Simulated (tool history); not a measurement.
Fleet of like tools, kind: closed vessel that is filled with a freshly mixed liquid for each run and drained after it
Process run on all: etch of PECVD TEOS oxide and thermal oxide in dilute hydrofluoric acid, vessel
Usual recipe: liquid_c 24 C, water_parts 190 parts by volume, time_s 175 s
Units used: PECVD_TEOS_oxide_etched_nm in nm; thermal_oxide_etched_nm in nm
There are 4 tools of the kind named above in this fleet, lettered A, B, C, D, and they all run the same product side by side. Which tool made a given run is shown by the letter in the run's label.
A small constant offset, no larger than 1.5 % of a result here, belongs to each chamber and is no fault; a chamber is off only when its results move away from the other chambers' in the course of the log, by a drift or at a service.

run	hour	liquid_c	water_parts	time_s	read-back film thickness of the PECVD TEOS oxide reference wafer, read on the same gauge (nm)	read-back film thickness of the thermal oxide reference wafer, read on the same gauge (nm)	PECVD_TEOS_oxide_etched_nm	thermal_oxide_etched_nm
1B	3.6	24	190	175	130.02	39.99	10.749	4.1912
2C	6.9	24	190	175	130.01	40.007	10.695	4.1406
3D	9.6	24	190	175	130.01	40.006	10.807	4.1369
4A	12.8	24	190	175	129.99	40	10.72	4.2058
5C	16.7	24	190	175	129.99	40.001	10.692	4.1573
6D	19.6	24	190	175	130.01	40.01	10.802	4.1123
7B	23.8	24	190	175	130.01	39.992	10.824	4.2203
8A	25.8	24	190	175	130.01	39.97	10.712	4.1629
9C	29.5	24	190	175	129.97	39.984	10.593	4.1731
10A	33.4	24	190	175	129.97	39.982	10.802	4.1641
11B	35.7	24	265	175	130.01	40.022	7.09	2.7461
12D	39.2	24	265	175	130	40.023	7.1454	2.742
13A	41	24	265	175	130	39.988	7.1525	2.8177
14D	44.4	24	265	175	130	40.037	7.0443	2.7098
15B	47.7	24	190	175	129.99	39.988	10.775	4.2003
16C	49.9	24	270	140	130.01	39.983	5.4683	2.148
17C	52.8	24	270	140	129.98	39.971	5.4341	2.1229
18D	55.1	24	270	140	130	39.99	5.5279	2.1274
19B	57.9	24	270	140	129.99	39.986	5.5058	2.1631
20A	61.7	24	190	175	129.99	39.994	10.728	4.1931
21B	63.6	24	190	175	130.01	39.974	10.881	4.1501
22C	67.3	24	190	175	129.99	40.018	10.691	4.1447
23A	69.7	24	190	175	129.99	40	10.656	4.1215
24D	71.8	24	190	175	129.98	40	10.774	4.187
25A	74.4	20	135	175	129.98	40.003	13.526	5.2955
26B	77.1	20	135	175	129.98	40.005	14.046	5.3919
27D	81.2	20	135	175	130	40.005	13.876	5.2906
28C	83.9	20	135	175	129.99	40.005	13.628	5.4006
29C	87.3	24	190	175	130.02	39.995	10.541	4.1758
30B	90.3	24	190	175	129.99	39.994	10.765	4.193
31A	93.2	24	190	175	130.01	39.983	10.618	4.1238
32D	97.4	24	190	175	130	39.982	10.734	4.1194
33A	99.6	24	190	175	130	39.998	10.656	4.1965
34D	103	22	145	175	130.02	40.027	13.762	5.2787
35C	107.2	22	145	175	130.01	39.992	13.59	5.3227
36B	110.9	22	145	175	130	40.013	13.77	5.3349
37D	113.6	22	145	175	129.99	39.978	13.806	5.3271
38C	115.9	24	190	175	129.99	40.008	10.61	4.1567
39B	119.9	24	190	175	130	40.029	10.768	4.2061
40A	122	24	190	175	129.99	40.016	10.691	4.2112
41C	124.8	24	190	175	129.97	40.011	10.586	4.127
42A	128.7	24	190	175	130.02	40.019	10.768	4.1763

Next, all 4 chambers run the settings below, one line each with question marks for the results. What does each chamber give?
43A	131.7	24	190	175			?	?
43B	131.7	24	190	175			?	?
43C	131.7	24	190	175			?	?
43D	131.7	24	190	175			?	?

run	PECVD_TEOS_oxide_etched_nm	thermal_oxide_etched_nm
43A	10.629	4.2012
43B	10.772	4.2124
43C	10.694	4.1268
43D	10.781	4.151
